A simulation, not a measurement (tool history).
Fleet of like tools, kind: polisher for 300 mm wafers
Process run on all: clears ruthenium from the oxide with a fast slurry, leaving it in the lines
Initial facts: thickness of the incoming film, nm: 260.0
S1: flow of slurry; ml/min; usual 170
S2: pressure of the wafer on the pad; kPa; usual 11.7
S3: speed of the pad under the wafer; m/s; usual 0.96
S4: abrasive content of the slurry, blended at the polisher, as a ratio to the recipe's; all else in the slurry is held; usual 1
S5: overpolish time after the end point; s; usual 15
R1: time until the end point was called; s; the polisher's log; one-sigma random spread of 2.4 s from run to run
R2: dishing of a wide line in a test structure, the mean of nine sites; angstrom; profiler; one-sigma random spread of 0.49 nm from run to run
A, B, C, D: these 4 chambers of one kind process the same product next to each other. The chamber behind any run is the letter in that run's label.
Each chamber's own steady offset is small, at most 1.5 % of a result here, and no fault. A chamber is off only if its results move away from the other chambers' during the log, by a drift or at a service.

-- hour=1.7 chamber C: slurry blender recalibrated
run 1C hour=9.8 | S1=170 S2=11.7 S3=0.96 S4=1 S5=15 | R1=135.55 R2=251.68
-- hour=10.3 chamber A: slurry blender recalibrated
-- hour=19 chamber D: slurry nozzle cleaned
run 2D hour=21.1 | S1=170 S2=11.7 S3=0.96 S4=1 S5=15 | R1=133.13 R2=246.73
run 3B hour=29.3 | S1=170 S2=11.7 S3=0.96 S4=1 S5=15 | R1=134.92 R2=253.03
run 4A hour=41.5 | S1=170 S2=11.7 S3=0.96 S4=1 S5=15 | R1=136.82 R2=250.87
-- hour=45.1 chamber A: slurry nozzle cleaned
run 5D hour=50.3 | S1=170 S2=11.7 S3=0.96 S4=1 S5=15 | R1=132.21 R2=243.43
run 6C hour=62 | S1=170 S2=11.7 S3=0.96 S4=1 S5=15 | R1=132.47 R2=254.49
-- hour=65.8 chamber D: worn pad replaced by a new one
-- hour=66 chamber B: worn pad replaced by a new one
-- hour=69.5 chamber A: worn pad replaced by a new one
run 7B hour=73.1 | S1=170 S2=11.7 S3=0.96 S4=1 S5=15 | R1=131.37 R2=234.15
run 8A hour=85.4 | S1=170 S2=11.7 S3=0.96 S4=1 S5=15 | R1=133.49 R2=244.37
run 9D hour=94.1 | S1=170 S2=11.7 S3=0.96 S4=1 S5=15 | R1=132.37 R2=259.25
-- hour=96.6 chamber B: slurry blender recalibrated
run 10B hour=103.9 | S1=170 S2=11.7 S3=0.96 S4=1 S5=15 | R1=134.09 R2=258.84
-- hour=110.1 chamber C: worn pad replaced by a new one
run 11C hour=115.6 | S1=170 S2=11.7 S3=0.96 S4=1 S5=15 | R1=129.44 R2=257.95
run 12A hour=125.4 | S1=170 S2=11.7 S3=0.96 S4=0.85 S5=15 | R1=147.58 R2=226.76
-- hour=130.7 chamber B: head pressure recalibrated
run 13B hour=133.4 | S1=170 S2=11.7 S3=0.96 S4=0.85 S5=15 | R1=144.2 R2=227.13
-- hour=139.9 chamber B: worn pad replaced by a new one
run 14C hour=143.4 | S1=170 S2=11.7 S3=0.96 S4=0.85 S5=15 | R1=141.25 R2=239.28
run 15A hour=149.5 | S1=170 S2=11.7 S3=0.96 S4=0.85 S5=15 | R1=156.57 R2=221.44
-- hour=158.3 chamber A: slurry blender recalibrated
run 16D hour=160 | S1=170 S2=11.7 S3=0.96 S4=1 S5=15 | R1=135.79 R2=245.05
-- hour=160.1 chamber B: slurry nozzle cleaned
-- hour=161.9 chamber A: worn pad replaced by a new one
-- hour=166.3 chamber D: worn pad replaced by a new one
run 17D hour=167 | S1=170 S2=11.7 S3=0.64 S4=1.25 S5=15 | R1=179.28 R2=188.71
run 18A hour=173 | S1=170 S2=11.7 S3=0.64 S4=1.25 S5=15 | R1=189.33 R2=173.94
run 19C hour=183.4 | S1=170 S2=11.7 S3=0.64 S4=1.25 S5=15 | R1=176.72 R2=193.88
run 20B hour=190.7 | S1=170 S2=11.7 S3=0.64 S4=1.25 S5=15 | R1=177.09 R2=177.36
run 21D hour=202.2 | S1=170 S2=11.7 S3=0.96 S4=1 S5=15 | R1=134.79 R2=262.5
run 22A hour=210.6 | S1=170 S2=11.7 S3=0.96 S4=1 S5=15 | R1=143.7 R2=236.22
run 23B hour=218.2 | S1=170 S2=11.7 S3=0.96 S4=1 S5=15 | R1=134.19 R2=248.08
-- hour=223.1 chamber B: worn pad replaced by a new one
run 24C hour=230.5 | S1=170 S2=11.7 S3=0.96 S4=1 S5=15 | R1=131.61 R2=250.89
run 25B hour=236.6 | S1=170 S2=11.7 S3=0.96 S4=1 S5=15 | R1=130.31 R2=250.03
run 26A hour=248.7 | S1=170 S2=11.7 S3=0.96 S4=1 S5=15 | R1=149.04 R2=232.06
-- hour=252.9 chamber C: worn pad replaced by a new one
run 27D hour=254.9 | S1=170 S2=11.7 S3=0.96 S4=1 S5=15 | R1=132.78 R2=246.64
-- hour=255.6 chamber A: worn pad replaced by a new one
-- hour=264.2 chamber D: worn pad replaced by a new one
run 28C hour=265.5 | S1=170 S2=11.7 S3=0.96 S4=1 S5=15 | R1=132.86 R2=262.29
run 29A hour=276.7 | S1=140 S2=11.7 S3=0.96 S4=1 S5=15 | R1=151.5 R2=218.39
run 30D hour=282.7 | S1=140 S2=11.7 S3=0.96 S4=1 S5=15 | R1=137.03 R2=242.08
-- hour=289.1 chamber B: worn pad replaced by a new one
run 31B hour=290.4 | S1=140 S2=11.7 S3=0.96 S4=1 S5=15 | R1=138.33 R2=244.08
run 32C hour=298.9 | S1=140 S2=11.7 S3=0.96 S4=1 S5=15 | R1=137.12 R2=236.21

Read the log: is a single chamber off, either drifting away or since a service, is the gauge that measures every chamber drifting, or is nothing wrong beyond small per-chamber offsets? Name any odd chamber and what most likely caused it.

One chamber, A, drifts off from the rest bit by bit.
What lies behind it: head's pressure below its setpoint, % = 11.5.
The log may not separate it from: slurry flow missing at the pad, %.

Here are 4 candidates for chamber A's next run, each the usual settings with a change, their results left as question marks. Which one brings its results back in line with what the others give on the usual settings?
In-line tolerance around the mean of the other chambers on the usual settings: R1 8.3 s; R2 17 angstrom
run 33A-1 hour=307.9 | S1=170 S2=11 S3=0.9 S4=1 S5=15 | R1=? R2=?
run 33A-2 hour=307.9 | S1=165 S2=10.3 S3=0.84 S4=0.95 S5=15 | R1=? R2=?
run 33A-3 hour=307.9 | S1=175 S2=13.1 S3=1.1 S4=1.05 S5=15 | R1=? R2=?
run 33A-4 hour=307.9 | S1=170 S2=12.4 S3=1.02 S4=1 S5=15 | R1=? R2=?

What the other chambers average on the usual settings: R1 132.45 s; R2 250.6 angstrom
run=33A-1 R1=171.16 R2=197.79
run=33A-2 R1=201.51 R2=169.24
run=33A-3 R1=114.56 R2=288.46
run=33A-4 R1=134.03 R2=249.19
Change 33A-4 lands the chamber within the allowed miss of the other chambers.
